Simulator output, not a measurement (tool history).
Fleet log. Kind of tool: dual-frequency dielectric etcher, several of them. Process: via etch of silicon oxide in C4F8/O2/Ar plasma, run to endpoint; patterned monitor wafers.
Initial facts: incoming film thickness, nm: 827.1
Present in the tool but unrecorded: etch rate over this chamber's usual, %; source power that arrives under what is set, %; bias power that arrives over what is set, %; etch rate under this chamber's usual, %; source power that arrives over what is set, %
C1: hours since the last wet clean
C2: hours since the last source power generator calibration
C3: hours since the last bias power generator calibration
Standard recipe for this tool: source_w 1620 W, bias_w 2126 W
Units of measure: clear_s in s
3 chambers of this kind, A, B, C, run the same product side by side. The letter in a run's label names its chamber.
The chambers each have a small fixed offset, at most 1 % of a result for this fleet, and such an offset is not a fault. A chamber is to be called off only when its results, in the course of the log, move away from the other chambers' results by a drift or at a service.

{"run": "1C", "hour": 11.6, "source_w": 1620, "bias_w": 2126, "C1": 570.4, "C2": 55.6, "C3": 1082.4, "clear_s": 175.07}
{"run": "2B", "hour": 18.6, "source_w": 1620, "bias_w": 2126, "C1": 395.3, "C2": 19.3, "C3": 3053.4, "clear_s": 176.28}
{"run": "3A", "hour": 27.3, "source_w": 1620, "bias_w": 2126, "C1": 242, "C2": 2321, "C3": 757.2, "clear_s": 173.73}
{"run": "4A", "hour": 37.4, "source_w": 1620, "bias_w": 2126, "C1": 252.1, "C2": 2331.1, "C3": 767.3, "clear_s": 174.64}
{"run": "5B", "hour": 49.2, "source_w": 1620, "bias_w": 2126, "C1": 425.9, "C2": 49.9, "C3": 3084, "clear_s": 175.31}
{"run": "6C", "hour": 59.8, "source_w": 1620, "bias_w": 2126, "C1": 618.6, "C2": 103.8, "C3": 1130.6, "clear_s": 175.17}
{"run": "7B", "hour": 72.5, "source_w": 1620, "bias_w": 2126, "C1": 449.2, "C2": 73.2, "C3": 3107.3, "clear_s": 175.84}
{"run": "8C", "hour": 86.2, "source_w": 1620, "bias_w": 2126, "C1": 645, "C2": 130.2, "C3": 1157, "clear_s": 174.73}
{"run": "9A", "hour": 95.2, "source_w": 1620, "bias_w": 2126, "C1": 309.9, "C2": 2388.9, "C3": 825.1, "clear_s": 173.35}
{"run": "10A", "hour": 107.9, "source_w": 1620, "bias_w": 2126, "C1": 322.6, "C2": 2401.6, "C3": 837.8, "clear_s": 174.74}
{"run": "11C", "hour": 116.2, "source_w": 1620, "bias_w": 2126, "C1": 675, "C2": 160.2, "C3": 1187, "clear_s": 174.44}
{"run": "12B", "hour": 126.2, "source_w": 1240, "bias_w": 2386, "C1": 502.9, "C2": 126.9, "C3": 3161, "clear_s": 189.14}
{"hour": 132.6, "done": "chamber C: wet clean of the chamber"}
{"run": "13A", "hour": 132.8, "source_w": 1240, "bias_w": 2386, "C1": 347.5, "C2": 2426.5, "C3": 862.7, "clear_s": 187.58}
{"run": "14C", "hour": 146.4, "source_w": 1240, "bias_w": 2386, "C1": 13.9, "C2": 190.4, "C3": 1217.2, "clear_s": 188}
{"run": "15B", "hour": 157.6, "source_w": 1620, "bias_w": 2126, "C1": 534.3, "C2": 158.3, "C3": 3192.4, "clear_s": 175.71}
{"hour": 162.7, "done": "chamber B: wet clean of the chamber"}
{"run": "16C", "hour": 165.2, "source_w": 1620, "bias_w": 2126, "C1": 32.7, "C2": 209.2, "C3": 1236, "clear_s": 175.06}
{"run": "17B", "hour": 173.9, "source_w": 1620, "bias_w": 2126, "C1": 11.3, "C2": 174.6, "C3": 3208.7, "clear_s": 176.11}
{"run": "18A", "hour": 181.6, "source_w": 1620, "bias_w": 2126, "C1": 396.3, "C2": 2475.3, "C3": 911.5, "clear_s": 173.74}
{"run": "19B", "hour": 188.2, "source_w": 1620, "bias_w": 2126, "C1": 25.6, "C2": 188.9, "C3": 3223, "clear_s": 175.52}
{"run": "20C", "hour": 198.8, "source_w": 1620, "bias_w": 2126, "C1": 66.3, "C2": 242.8, "C3": 1269.6, "clear_s": 174.26}
{"hour": 203.9, "done": "chamber B: bias power generator calibrated"}
{"run": "21A", "hour": 205.1, "source_w": 1620, "bias_w": 2126, "C1": 419.8, "C2": 2498.8, "C3": 935, "clear_s": 174.56}
{"hour": 209.5, "done": "chamber A: wet clean of the chamber"}
{"run": "22C", "hour": 218.9, "source_w": 1620, "bias_w": 2126, "C1": 86.4, "C2": 262.9, "C3": 1289.7, "clear_s": 173.53}
{"run": "23A", "hour": 225.3, "source_w": 1620, "bias_w": 2126, "C1": 15.8, "C2": 2519, "C3": 955.2, "clear_s": 174.87}
{"run": "24B", "hour": 235.5, "source_w": 1620, "bias_w": 2126, "C1": 72.9, "C2": 236.2, "C3": 31.7, "clear_s": 175.23}
{"run": "25B", "hour": 244.3, "source_w": 1620, "bias_w": 2126, "C1": 81.7, "C2": 245, "C3": 40.5, "clear_s": 175.48}
{"run": "26A", "hour": 258.4, "source_w": 1620, "bias_w": 2126, "C1": 48.9, "C2": 2552.1, "C3": 988.3, "clear_s": 175.29}
{"run": "27C", "hour": 269.2, "source_w": 1620, "bias_w": 2126, "C1": 136.7, "C2": 313.2, "C3": 1340, "clear_s": 173.62}
{"run": "28A", "hour": 278.5, "source_w": 1620, "bias_w": 2126, "C1": 69, "C2": 2572.2, "C3": 1008.4, "clear_s": 173.77}
{"run": "29B", "hour": 287.9, "source_w": 1620, "bias_w": 2126, "C1": 125.3, "C2": 288.6, "C3": 84.1, "clear_s": 176.17}
{"run": "30C", "hour": 298.7, "source_w": 1620, "bias_w": 1874, "C1": 166.2, "C2": 342.7, "C3": 1369.5, "clear_s": 182.28}
{"run": "31A", "hour": 308.5, "source_w": 1620, "bias_w": 1874, "C1": 99, "C2": 2602.2, "C3": 1038.4, "clear_s": 180.47}
{"run": "32B", "hour": 321.2, "source_w": 1620, "bias_w": 1874, "C1": 158.6, "C2": 321.9, "C3": 117.4, "clear_s": 182.09}
{"run": "33C", "hour": 331.6, "source_w": 1360, "bias_w": 1748, "C1": 199.1, "C2": 375.6, "C3": 1402.4, "clear_s": 197.97}
{"run": "34A", "hour": 343.1, "source_w": 1360, "bias_w": 1748, "C1": 133.6, "C2": 2636.8, "C3": 1073, "clear_s": 198.27}
{"run": "35C", "hour": 356.2, "source_w": 1360, "bias_w": 1748, "C1": 223.7, "C2": 400.2, "C3": 1427, "clear_s": 200.6}
{"run": "36B", "hour": 367.0, "source_w": 1620, "bias_w": 2126, "C1": 204.4, "C2": 367.7, "C3": 163.2, "clear_s": 175.6}
{"run": "37C", "hour": 378.5, "source_w": 1620, "bias_w": 2126, "C1": 246, "C2": 422.5, "C3": 1449.3, "clear_s": 175.56}
{"run": "38B", "hour": 385.4, "source_w": 1970, "bias_w": 2305, "C1": 222.8, "C2": 386.1, "C3": 181.6, "clear_s": 158.08}

Decide between three cases: one chamber stands off from its peers, the gauge reading all wafers drifts, or nothing is wrong past each chamber's small offset. Where a chamber is off, say which and what most likely put it there.

Neither any chamber nor the gauge drifts; the chambers differ only by their own small, steady offsets.

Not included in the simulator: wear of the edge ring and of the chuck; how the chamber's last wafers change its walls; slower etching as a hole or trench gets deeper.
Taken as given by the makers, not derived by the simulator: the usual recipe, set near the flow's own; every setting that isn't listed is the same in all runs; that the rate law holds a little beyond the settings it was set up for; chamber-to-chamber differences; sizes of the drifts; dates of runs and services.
